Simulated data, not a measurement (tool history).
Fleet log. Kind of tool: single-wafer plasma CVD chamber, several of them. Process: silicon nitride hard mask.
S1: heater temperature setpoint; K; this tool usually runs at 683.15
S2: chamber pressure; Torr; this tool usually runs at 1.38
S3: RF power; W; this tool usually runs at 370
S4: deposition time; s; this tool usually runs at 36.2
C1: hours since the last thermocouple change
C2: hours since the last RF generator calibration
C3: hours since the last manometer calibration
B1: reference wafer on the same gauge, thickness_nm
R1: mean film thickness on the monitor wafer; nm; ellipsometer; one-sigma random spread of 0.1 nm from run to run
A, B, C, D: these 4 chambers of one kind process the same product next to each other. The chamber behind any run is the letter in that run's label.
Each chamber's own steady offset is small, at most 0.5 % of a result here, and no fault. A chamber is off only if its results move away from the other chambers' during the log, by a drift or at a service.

run   hour      S1    S2   S3    S4      C1      C2      C3      B1      R1
 1B   12.8  683.15  1.38  370  36.2  1563.8   870.9   798.3  47.113  45.670
 2C   24.9  683.15  1.38  370  36.2   198.3  1239.5    46.9  47.082  45.257
 3A   35.1  683.15  1.38  370  36.2    74.7   450.2   802.4  47.119  45.509
 4D   47.5  683.15  1.38  370  36.2  2071.7   534.8  1101.2  47.104  45.431
 5B   55.0  683.15  1.38  370  36.2  1606.0   913.1   840.5  47.100  45.550
 6D   66.6  683.15  1.38  370  36.2  2090.8   553.9  1120.3  47.107  45.371
 7A   76.0  683.15  1.38  370  36.2   115.6   491.1   843.3  47.100  45.476
 8C   88.1  683.15  1.38  370  36.2   261.5  1302.7   110.1  47.078  45.275
 9A   97.6  683.15  1.38  370  29.4   137.2   512.7   864.9  47.114  36.867
10C  112.4  683.15  1.38  370  29.4   285.8  1327.0   134.4  47.070  36.847
11B  122.7  683.15  1.38  370  29.4  1673.7   980.8   908.2  47.063  36.945
12D  129.8  683.15  1.38  370  29.4  2154.0   617.1  1183.5  47.108  36.968
     137.7  -- chamber D: thermocouple changed; heater temperature recalibrated
13D  140.4  683.15  1.38  370  36.2     2.7   627.7  1194.1  47.121  45.354
14B  154.3  683.15  1.13  370  36.2  1705.3  1012.4   939.8  47.061  42.626
15C  163.5  683.15  1.13  370  36.2   336.9  1378.1   185.5  47.119  42.349
     166.5  -- chamber B: RF generator calibrated
16A  171.2  683.15  1.13  370  36.2   210.8   586.3   938.5  47.132  42.499
17B  180.7  683.15  1.13  370  36.2  1731.7    14.2   966.2  47.115  42.970
18D  187.5  683.15  1.38  370  36.2    49.8   674.8  1241.2  47.118  45.442
19C  198.7  683.15  1.38  370  32.7   372.1  1413.3   220.7  47.113  40.990
20A  212.1  683.15  1.38  370  32.7   251.7   627.2   979.4  47.114  41.199
21D  220.3  683.15  1.38  370  32.7    82.6   707.6  1274.0  47.098  41.061
22C  227.7  683.15  1.38  370  32.7   401.1  1442.3   249.7  47.113  40.972
23A  236.0  683.15  1.38  370  36.2   275.6   651.1  1003.3  47.106  45.438
24B  248.2  683.15  1.27  350  36.2  1799.2    81.7  1033.7  47.106  42.621
25C  260.3  683.15  1.27  350  36.2   433.7  1474.9   282.3  47.091  42.608
26A  273.4  683.15  1.27  350  36.2   313.0   688.5  1040.7  47.103  42.615
27B  281.9  683.15  1.27  350  36.2  1832.9   115.4  1067.4  47.075  43.046

Next, every chamber runs the same settings. What will each give?
28A  292.8  683.15  1.19  370  36.2                   ?
28B  292.8  683.15  1.19  370  36.2                   ?
28C  292.8  683.15  1.19  370  36.2                   ?
28D  292.8  683.15  1.19  370  36.2                   ?

run      R1
28A  43.488
28B  43.442
28C  43.023
28D  43.594

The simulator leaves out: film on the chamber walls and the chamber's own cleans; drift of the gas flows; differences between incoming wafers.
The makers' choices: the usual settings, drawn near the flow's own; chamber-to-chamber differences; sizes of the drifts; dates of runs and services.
